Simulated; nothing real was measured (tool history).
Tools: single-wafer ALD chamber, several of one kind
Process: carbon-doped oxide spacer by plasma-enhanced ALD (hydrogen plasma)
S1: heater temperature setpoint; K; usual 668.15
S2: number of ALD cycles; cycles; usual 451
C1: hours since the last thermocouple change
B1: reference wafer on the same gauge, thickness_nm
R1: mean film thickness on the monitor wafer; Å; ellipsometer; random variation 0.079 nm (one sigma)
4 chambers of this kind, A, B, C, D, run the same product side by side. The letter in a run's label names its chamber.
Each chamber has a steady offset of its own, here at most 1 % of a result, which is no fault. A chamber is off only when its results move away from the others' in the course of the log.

run,hour,S1,S2,C1,B1,R1
1A,11.2,668.15,451,367.5,20.597,223.09
2B,21.6,668.15,451,531.4,20.585,223.80
3C,28.2,668.15,451,805.9,20.609,226.02
4D,40.3,668.15,451,1499.0,20.608,225.76
5B,48.2,668.15,451,558.0,20.614,224.22
6D,57.4,668.15,451,1516.1,20.592,224.69
7C,64.4,668.15,451,842.1,20.599,225.37
8A,76.0,668.15,451,432.3,20.601,223.80
9D,82.8,668.15,451,1541.5,20.611,225.86
10A,94.1,668.15,451,450.4,20.591,224.00
11C,100.4,668.15,451,878.1,20.598,224.56
12B,112.4,668.15,451,622.2,20.601,223.88
13A,119.5,668.15,451,475.8,20.597,222.72
14D,125.2,668.15,451,1583.9,20.594,226.36
15B,134.0,668.15,451,643.8,20.605,224.06
16C,141.1,661.15,451,918.8,20.598,224.35
17C,149.1,661.15,451,926.8,20.604,223.35
18A,161.1,661.15,451,517.4,20.611,223.55
19B,169.7,661.15,451,679.5,20.593,224.42
20D,180.1,668.15,451,1638.8,20.596,224.83
21C,191.7,660.15,418,969.4,20.603,208.08
22A,203.0,660.15,418,559.3,20.598,207.65
23B,213.1,660.15,418,722.9,20.602,209.26
24D,223.7,660.15,418,1682.4,20.599,209.24
25C,233.9,668.15,451,1011.6,20.602,224.93
26D,243.0,668.15,451,1701.7,20.608,225.89
27A,250.3,668.15,479,606.6,20.573,239.21
28B,260.0,668.15,479,769.8,20.593,237.63
29D,267.8,668.15,479,1726.5,20.609,239.88
30A,277.1,668.15,479,633.4,20.587,235.79
31C,284.5,668.15,451,1062.2,20.605,224.73
32B,296.3,668.15,451,806.1,20.590,225.08
33B,302.2,668.15,451,812.0,20.595,224.13
34D,308.3,668.15,451,1767.0,20.609,225.59
35A,315.4,668.15,451,671.7,20.592,223.16
36C,325.8,668.15,451,1103.5,20.621,224.65
37C,338.3,668.15,376,1116.0,20.595,187.32
38D,347.1,668.15,376,1805.8,20.593,188.09
39A,357.1,668.15,376,713.4,20.600,186.74
40B,366.5,668.15,376,876.3,20.608,186.20
41B,373.7,668.15,451,883.5,20.607,224.43
42A,383.2,668.15,451,739.5,20.582,223.77

Next, every chamber runs the same settings. What will each give?
43A,392.2,675.15,451,,,?
43B,392.2,675.15,451,,,?
43C,392.2,675.15,451,,,?
43D,392.2,675.15,451,,,?

run,R1
43A,221.99
43B,222.65
43C,221.14
43D,225.42
